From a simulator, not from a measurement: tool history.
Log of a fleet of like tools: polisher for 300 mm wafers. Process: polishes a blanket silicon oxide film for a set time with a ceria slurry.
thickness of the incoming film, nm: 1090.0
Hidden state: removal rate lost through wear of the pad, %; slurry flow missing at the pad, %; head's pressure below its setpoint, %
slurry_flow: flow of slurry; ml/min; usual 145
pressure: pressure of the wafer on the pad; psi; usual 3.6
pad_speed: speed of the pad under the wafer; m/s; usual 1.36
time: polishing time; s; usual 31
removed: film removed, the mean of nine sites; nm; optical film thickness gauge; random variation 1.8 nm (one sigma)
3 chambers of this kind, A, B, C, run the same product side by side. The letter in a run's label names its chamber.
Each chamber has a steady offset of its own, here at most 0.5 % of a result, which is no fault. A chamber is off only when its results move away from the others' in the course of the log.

run,hour,slurry_flow,pressure,pad_speed,time,wafers polished on this pad,hours since the slurry nozzle was cleaned,hours since the head pressure was calibrated,removed
1A,11.6,145,3.6,1.36,31,330,562.9,446.2,204.17
2C,20.6,145,3.6,1.36,31,456,114.8,327.9,204.40
3B,33.2,145,3.6,1.36,31,1131,281.7,374.8,204.00
4B,42.2,145,3.6,1.36,31,1224,290.7,383.8,205.53
# hour 49.6: chamber B: worn pad replaced by a new one
5C,51.1,145,3.6,1.36,31,774,145.3,358.4,205.69
6A,58.0,145,3.6,1.36,31,813,609.3,492.6,203.89
# hour 62.3: chamber C: worn pad replaced by a new one
7A,70.0,145,3.6,1.36,31,938,621.3,504.6,206.63
# hour 72.9: chamber A: worn pad replaced by a new one
8C,78.7,145,3.6,1.36,31,171,172.9,386.0,205.23
9B,88.0,145,4.0,1.82,31,399,336.5,429.6,298.96
# hour 97.9: chamber B: head pressure recalibrated
10B,98.4,145,4.0,1.82,31,508,346.9,0.6,306.60
11C,104.2,145,4.0,1.82,31,437,198.4,411.5,304.08
12A,111.9,145,3.6,1.36,31,406,663.2,546.5,204.28
13C,120.7,145,3.6,1.36,31,609,214.9,428.0,205.18
14A,129.1,100,2.6,1.36,31,585,680.4,563.7,138.15
15B,137.7,100,2.6,1.36,31,917,386.2,39.9,136.29
16C,148.4,100,2.6,1.36,31,897,242.6,455.7,135.95
17B,158.4,145,3.6,1.36,31,1133,406.9,60.6,206.00
18A,165.5,145,3.6,1.36,31,964,716.8,600.1,202.12
# hour 166.6: chamber A: head pressure recalibrated
# hour 173.5: chamber C: worn pad replaced by a new one
19B,177.7,145,3.6,1.36,31,1334,426.2,79.9,204.03
# hour 180.4: chamber B: slurry nozzle cleaned
# hour 185.4: chamber B: worn pad replaced by a new one
# hour 189.2: chamber A: worn pad replaced by a new one
20A,189.8,145,3.6,1.36,31,7,741.1,23.3,194.09
21C,201.2,145,3.6,1.36,31,288,295.4,508.5,207.00
22B,206.7,145,3.6,1.36,31,222,26.4,108.9,202.04
23C,216.7,145,3.6,1.36,31,450,310.9,524.0,206.12
24A,224.9,145,3.6,1.36,31,372,776.2,58.4,192.50
25C,234.3,145,3.6,1.36,31,633,328.5,541.6,203.44
26B,245.0,145,3.6,1.36,31,621,64.7,147.2,203.54
27A,250.7,145,3.6,1.36,31,641,802.0,84.2,195.51
# hour 250.9: chamber C: slurry nozzle cleaned
28C,260.5,145,3.6,1.68,31,906,9.6,567.8,253.10
29B,266.7,145,3.6,1.68,31,847,86.4,168.9,251.99
# hour 270.3: chamber A: slurry nozzle cleaned
30A,272.4,145,3.6,1.68,31,867,2.2,105.9,237.12
31C,278.4,145,3.6,1.36,31,1092,27.5,585.7,204.01
# hour 290.2: chamber A: worn pad replaced by a new one
32B,290.8,145,3.6,1.36,31,1098,110.5,193.0,205.29
33A,299.6,145,3.6,1.36,31,98,29.4,133.1,195.38

Next, every chamber runs the same settings. What will each give?
34A,308.6,145,3.6,1.36,31,,,,?
34B,308.6,145,3.6,1.36,31,,,,?
34C,308.6,145,3.6,1.36,31,,,,?

run,removed
34A,196.33
34B,205.87
34C,204.45
